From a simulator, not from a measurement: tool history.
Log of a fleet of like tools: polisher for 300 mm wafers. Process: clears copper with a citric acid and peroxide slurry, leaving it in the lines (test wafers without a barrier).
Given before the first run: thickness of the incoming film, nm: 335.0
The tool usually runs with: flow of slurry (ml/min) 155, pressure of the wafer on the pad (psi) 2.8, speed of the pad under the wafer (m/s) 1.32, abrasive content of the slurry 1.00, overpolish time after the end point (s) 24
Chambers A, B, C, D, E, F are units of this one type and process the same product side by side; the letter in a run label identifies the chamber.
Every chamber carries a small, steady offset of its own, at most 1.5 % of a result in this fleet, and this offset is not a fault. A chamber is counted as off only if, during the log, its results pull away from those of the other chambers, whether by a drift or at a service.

| run | hour | flow of slurry (ml/min) | pressure of the wafer on the pad (psi) | speed of the pad under the wafer (m/s) | abrasive content of the slurry | overpolish time after the end point (s) | time until the end point was called (s) | dishing of a wide line in a test structure (angstrom) |
|---|---|---|---|---|---|---|---|---|
|  | 2.1 | chamber E: worn pad replaced by a new one |
| 1F | 6.9 | 155 | 2.8 | 1.32 | 1.00 | 24 | 116.31 | 462.57 |
| 2C | 14.8 | 155 | 2.8 | 1.32 | 1.00 | 24 | 117.19 | 465.40 |
| 3A | 21.3 | 155 | 2.8 | 1.32 | 1.00 | 24 | 112.31 | 469.89 |
|  | 24.1 | chamber E: slurry nozzle cleaned |
| 4E | 29.1 | 155 | 2.8 | 1.32 | 1.00 | 24 | 112.86 | 456.91 |
|  | 29.3 | chamber B: slurry blender recalibrated |
|  | 31.6 | chamber C: worn pad replaced by a new one |
| 5B | 36.0 | 155 | 2.8 | 1.32 | 1.00 | 13 | 115.31 | 281.23 |
| 6D | 44.5 | 155 | 2.8 | 1.32 | 1.00 | 13 | 116.59 | 275.19 |
|  | 47.6 | chamber A: worn pad replaced by a new one |
| 7D | 51.2 | 155 | 2.8 | 1.32 | 1.00 | 13 | 113.11 | 270.79 |
|  | 51.3 | chamber D: worn pad replaced by a new one |
| 8B | 55.8 | 155 | 2.8 | 1.32 | 1.00 | 13 | 116.09 | 266.12 |
| 9F | 60.2 | 155 | 2.8 | 1.32 | 1.00 | 13 | 117.54 | 272.45 |
|  | 63.0 | chamber F: worn pad replaced by a new one |
| 10C | 67.6 | 155 | 2.8 | 1.32 | 1.00 | 13 | 116.37 | 269.82 |
|  | 73.4 | chamber F: slurry nozzle cleaned |
| 11A | 73.9 | 155 | 2.8 | 1.32 | 1.00 | 24 | 115.95 | 468.97 |
| 12E | 82.1 | 155 | 2.8 | 1.32 | 1.00 | 24 | 114.37 | 465.21 |
| 13D | 87.3 | 155 | 2.8 | 1.32 | 1.00 | 24 | 113.25 | 456.67 |
| 14B | 97.1 | 155 | 2.8 | 1.32 | 1.00 | 24 | 116.90 | 463.74 |
| 15F | 102.1 | 155 | 2.8 | 1.32 | 0.75 | 24 | 121.86 | 437.73 |
|  | 105.9 | chamber E: slurry blender recalibrated |
| 16C | 109.8 | 155 | 2.8 | 1.32 | 0.75 | 24 | 125.64 | 430.33 |
| 17E | 114.4 | 155 | 2.8 | 1.32 | 0.75 | 24 | 119.42 | 430.08 |
| 18A | 118.8 | 155 | 2.8 | 1.32 | 0.75 | 24 | 123.28 | 437.43 |
| 19A | 124.9 | 155 | 2.8 | 1.32 | 0.75 | 24 | 120.49 | 442.92 |
|  | 128.4 | chamber D: head pressure recalibrated |
|  | 129.8 | chamber A: worn pad replaced by a new one |
| 20D | 130.4 | 155 | 2.8 | 1.32 | 0.75 | 24 | 122.34 | 435.99 |
| 21C | 135.3 | 155 | 2.8 | 1.32 | 1.00 | 24 | 119.04 | 448.73 |
|  | 138.3 | chamber B: worn pad replaced by a new one |
| 22F | 140.7 | 190 | 2.8 | 1.32 | 1.00 | 24 | 111.59 | 470.19 |
|  | 144.9 | chamber D: worn pad replaced by a new one |
| 23E | 146.1 | 190 | 2.8 | 1.32 | 1.00 | 24 | 110.74 | 477.12 |
| 24B | 152.8 | 190 | 2.8 | 1.32 | 1.00 | 24 | 111.74 | 457.03 |
|  | 153.4 | chamber F: worn pad replaced by a new one |
|  | 153.6 | chamber D: slurry blender recalibrated |
|  | 155.7 | chamber D: slurry nozzle cleaned |
| 25F | 162.3 | 190 | 2.8 | 1.32 | 1.00 | 24 | 112.16 | 471.19 |
|  | 163.1 | chamber A: slurry blender recalibrated |
| 26A | 167.2 | 190 | 2.8 | 1.32 | 1.00 | 24 | 111.74 | 465.93 |
|  | 170.9 | chamber C: slurry blender recalibrated |
| 27D | 171.6 | 190 | 2.8 | 1.32 | 1.00 | 24 | 111.38 | 476.31 |
|  | 180.4 | chamber B: slurry blender recalibrated |
| 28C | 181.3 | 155 | 2.8 | 1.32 | 1.00 | 24 | 124.33 | 440.67 |
| 29B | 188.5 | 155 | 2.8 | 1.10 | 1.00 | 24 | 140.39 | 391.95 |
|  | 190.0 | chamber E: worn pad replaced by a new one |
| 30E | 198.3 | 155 | 2.8 | 1.10 | 1.00 | 24 | 136.96 | 393.58 |
|  | 205.1 | chamber C: worn pad replaced by a new one |
| 31A | 205.3 | 155 | 2.8 | 1.10 | 1.00 | 24 | 137.37 | 393.95 |
|  | 207.9 | chamber A: worn pad replaced by a new one |
| 32F | 213.9 | 155 | 2.8 | 1.10 | 1.00 | 24 | 136.23 | 392.26 |
|  | 214.7 | chamber D: worn pad replaced by a new one |
| 33B | 222.8 | 155 | 2.8 | 1.10 | 1.00 | 24 | 137.05 | 407.56 |
|  | 229.2 | chamber A: slurry nozzle cleaned |
| 34D | 229.5 | 155 | 2.8 | 1.10 | 1.00 | 24 | 138.48 | 398.46 |
| 35C | 235.2 | 155 | 3.4 | 1.04 | 1.00 | 24 | 132.18 | 416.24 |
| 36E | 241.6 | 155 | 3.4 | 1.04 | 1.00 | 24 | 120.00 | 453.16 |
| 37C | 248.9 | 155 | 3.4 | 1.04 | 1.00 | 24 | 134.29 | 406.05 |
|  | 255.6 | chamber F: worn pad replaced by a new one |
| 38D | 256.6 | 155 | 3.4 | 1.04 | 1.00 | 24 | 119.63 | 437.56 |
| 39F | 261.5 | 155 | 3.4 | 1.04 | 1.00 | 24 | 120.88 | 437.21 |
| 40B | 266.8 | 155 | 3.4 | 1.04 | 1.00 | 24 | 121.39 | 451.48 |
| 41A | 272.2 | 155 | 2.8 | 1.32 | 1.00 | 24 | 114.44 | 465.51 |
| 42E | 278.8 | 155 | 2.8 | 1.32 | 1.00 | 24 | 113.52 | 453.87 |

Each of the 6 chambers runs these same settings next. Fill in every chamber's results:
| 43A | 286.1 | 155 | 2.8 | 1.32 | 1.00 | 18 | ? | ? |
| 43B | 286.1 | 155 | 2.8 | 1.32 | 1.00 | 18 | ? | ? |
| 43C | 286.1 | 155 | 2.8 | 1.32 | 1.00 | 18 | ? | ? |
| 43D | 286.1 | 155 | 2.8 | 1.32 | 1.00 | 18 | ? | ? |
| 43E | 286.1 | 155 | 2.8 | 1.32 | 1.00 | 18 | ? | ? |
| 43F | 286.1 | 155 | 2.8 | 1.32 | 1.00 | 18 | ? | ? |

| run | time until the end point was called (s) | dishing of a wide line in a test structure (angstrom) |
|---|---|---|
| 43A | 116.22 | 366.20 |
| 43B | 113.70 | 364.71 |
| 43C | 132.06 | 325.33 |
| 43D | 112.40 | 364.71 |
| 43E | 114.02 | 360.05 |
| 43F | 115.22 | 357.42 |
